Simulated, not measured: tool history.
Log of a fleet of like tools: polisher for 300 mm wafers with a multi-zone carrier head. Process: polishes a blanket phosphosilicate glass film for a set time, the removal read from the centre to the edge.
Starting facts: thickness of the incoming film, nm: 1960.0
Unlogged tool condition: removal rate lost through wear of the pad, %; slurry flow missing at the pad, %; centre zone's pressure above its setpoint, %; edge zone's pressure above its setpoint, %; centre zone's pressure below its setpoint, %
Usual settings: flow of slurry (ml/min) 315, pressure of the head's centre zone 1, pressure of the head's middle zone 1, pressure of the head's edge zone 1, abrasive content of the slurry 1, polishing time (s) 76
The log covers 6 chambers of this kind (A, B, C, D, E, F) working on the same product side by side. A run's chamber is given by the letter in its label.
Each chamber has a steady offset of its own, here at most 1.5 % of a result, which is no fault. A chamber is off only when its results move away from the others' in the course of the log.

run,hour,flow of slurry (ml/min),pressure of the head's centre zone,pressure of the head's middle zone,pressure of the head's edge zone,abrasive content of the slurry,polishing time (s),wafers polished on this pad,hours since the slurry nozzle was cleaned,hours since the centre zone pressure was calibrated,hours since the edge zone pressure was calibrated,film removed at the wafer's centre (angstrom),film removed at mid-radius (angstrom),film removed at the wafer's edge (angstrom)
1C,5.5,315,1,1,1,1,76,559,131.5,217.5,783.7,5280.3,5272.3,5306.9
# hour 7.5: chamber D: worn pad replaced by a new one
# hour 8.2: chamber A: worn pad replaced by a new one
# hour 12.5: chamber F: worn pad replaced by a new one
2A,13.4,315,1,1,1,1,76,67,297.3,327.1,423.1,5260.5,5312.2,5328.5
# hour 21: chamber E: worn pad replaced by a new one
3D,23.2,315,1,1,1,1,76,200,137,298.6,147.1,5125.9,5289.2,5169.4
4E,29.2,315,1,1,1,1,76,105,137.7,189.1,669.2,5222.3,5341,5279.6
# hour 32.8: chamber C: worn pad replaced by a new one
5B,35.8,315,1,1,1,1,76,497,142.9,546.8,535.6,5230.3,5268.3,5393.8
6F,42.4,315,1,1,1,1,76,382,508.5,895.2,98.3,5304.4,5253.1,5345.8
# hour 52.1: chamber E: edge zone pressure recalibrated
7A,52.7,315,1,1,1,1,76,569,336.6,366.4,462.4,5206.2,5229.8,5227.5
# hour 55.7: chamber A: edge zone pressure recalibrated
# hour 64: chamber A: centre zone pressure recalibrated
8E,64.6,315,1,1,1,1,76,557,173.1,224.5,12.6,5297,5248.6,5299.6
9D,70.4,315,1,1,1,1,76,803,184.2,345.8,194.3,5241.6,5224.2,5395.6
10B,82.1,315,1,1,1,1,76,1088,189.2,593.1,581.9,5220.7,5252.1,5363.5
# hour 83: chamber F: worn pad replaced by a new one
11C,88.5,315,1,1,1,1,76,711,214.5,300.5,866.7,5311.1,5228.5,5248
# hour 94.2: chamber A: worn pad replaced by a new one
12F,95.2,315,1,1,1,1,76,156,561.3,948,151.1,5271.8,5274,5476.6
13F,102.6,315,1,1,1,1,76,250,568.7,955.4,158.5,5197.5,5298.3,5395.4
# hour 102.7: chamber E: worn pad replaced by a new one
# hour 104.8: chamber B: worn pad replaced by a new one
# hour 105.3: chamber C: worn pad replaced by a new one
# hour 107.8: chamber D: worn pad replaced by a new one
14A,111.8,315,1,1,1,1,76,225,395.7,47.8,56.1,5265.8,5325.1,5399.8
15E,119.8,315,1,1,1,1,76,219,228.3,279.7,67.8,5316,5227.7,5313.1
16C,129.2,315,1,1,1,1,76,305,255.2,341.2,907.4,5203.9,5282.8,5207
17B,141.1,315,1,1,1,1,76,464,248.2,652.1,640.9,5224.9,5275.9,5297.8
# hour 145.1: chamber B: centre zone pressure recalibrated
18D,149.8,315,1,1,1,1,76,537,263.6,425.2,273.7,5248.6,5166.7,5313.8
# hour 153.9: chamber F: worn pad replaced by a new one
19E,157.5,315,1,1,1,1,76,700,266,317.4,105.5,5252.8,5282.5,5388.7
20D,164.8,315,1,1,1,1,76,728,278.6,440.2,288.7,5196.5,5215.8,5312.9
# hour 165: chamber C: worn pad replaced by a new one
21C,175.6,315,1,1,1,1,76,136,301.6,387.6,953.8,5269.1,5232.1,5275
# hour 176.2: chamber E: worn pad replaced by a new one
# hour 178.9: chamber F: centre zone pressure recalibrated
22A,182.3,315,1,1,1.11,0.8,76,1125,466.2,118.3,126.6,4739.7,4758.9,5051.1
# hour 183.5: chamber A: worn pad replaced by a new one
# hour 186.7: chamber D: worn pad replaced by a new one
23F,193.8,315,1,1,1.11,0.8,76,510,659.9,14.9,249.7,5116,4780,5066.3
24B,204.6,315,1,1,1.11,0.8,76,1275,311.7,59.6,704.4,4665,4712.3,5028.7
# hour 211.1: chamber A: slurry nozzle cleaned
# hour 211.1: chamber D: slurry nozzle cleaned
25C,214.8,315,1,1,1.11,0.8,76,636,340.8,426.8,993,4762.8,4677.5,4929.5
# hour 214.9: chamber C: centre zone pressure recalibrated
# hour 222.6: chamber B: worn pad replaced by a new one
26F,226.7,315,1,1,1.11,0.8,76,930,692.8,47.8,282.6,5160,4722.5,5134.6
# hour 228.8: chamber C: worn pad replaced by a new one
# hour 231.8: chamber F: worn pad replaced by a new one
27E,237.1,315,1,1,1.11,0.8,76,778,345.6,397,185.1,4670,4761.9,4929.9
28A,244.9,315,1,1,1,1,76,785,33.8,180.9,189.2,5376.4,5335.4,5378
# hour 246.5: chamber E: worn pad replaced by a new one
29B,252.9,315,1,1,1,1,76,387,360,107.9,752.7,5131,5284.2,5228.2
30D,263.1,315,1,1,1,1,76,976,52.1,538.5,387,5227.6,5254.1,5268.8
# hour 266.5: chamber D: worn pad replaced by a new one
31C,271.3,315,1,1,1,1,76,543,397.3,56.5,1049.5,5226.2,5229.3,5223.1
# hour 272.2: chamber A: worn pad replaced by a new one
32B,283.4,315,1,1,1,1,76,776,390.5,138.4,783.2,5239.8,5274.6,5359.4
33D,288.8,315,1,1,1,1,76,285,77.8,564.2,412.7,5155.8,5269.1,5124.4
34F,297,315,1,1,1,1,76,833,763.1,118.1,352.9,5780.3,5246.4,5408
35A,303.1,220,1,1,1,1,76,395,92,239.1,247.4,5061.5,5076.9,5137.9
36E,312.4,220,1,1,1,1,76,841,420.9,472.3,260.4,5019.9,5111.4,5159.3
37B,321.4,220,1,1,1,1,76,1261,428.5,176.4,821.2,4919.6,5090.1,5064.6
# hour 327.2: chamber E: worn pad replaced by a new one
38D,329.1,220,1,1,1,1,76,800,118.1,604.5,453,4996.1,5024.7,5065.2
39E,339.8,220,1,1,1,1,76,161,448.3,499.7,287.8,4988.6,5151.5,5117.2
40A,350.2,220,1,1,1,1,76,996,139.1,286.2,294.5,5034.5,5148.2,5110.2

Next, all 6 chambers run the settings below, one line each with question marks for the results. What does each chamber give?
41A,359.2,410,1,1,1,1,76,,,,,?,?,?
41B,359.2,410,1,1,1,1,76,,,,,?,?,?
41C,359.2,410,1,1,1,1,76,,,,,?,?,?
41D,359.2,410,1,1,1,1,76,,,,,?,?,?
41E,359.2,410,1,1,1,1,76,,,,,?,?,?
41F,359.2,410,1,1,1,1,76,,,,,?,?,?

run,film removed at the wafer's centre (angstrom),film removed at mid-radius (angstrom),film removed at the wafer's edge (angstrom)
41A,5368.3,5438.4,5451.7
41B,5270.3,5368.2,5259.5
41C,5370,5350.5,5434.8
41D,5315.7,5374.7,5341.3
41E,5412.9,5368,5451.6
41F,5859.2,5435.4,5315.3

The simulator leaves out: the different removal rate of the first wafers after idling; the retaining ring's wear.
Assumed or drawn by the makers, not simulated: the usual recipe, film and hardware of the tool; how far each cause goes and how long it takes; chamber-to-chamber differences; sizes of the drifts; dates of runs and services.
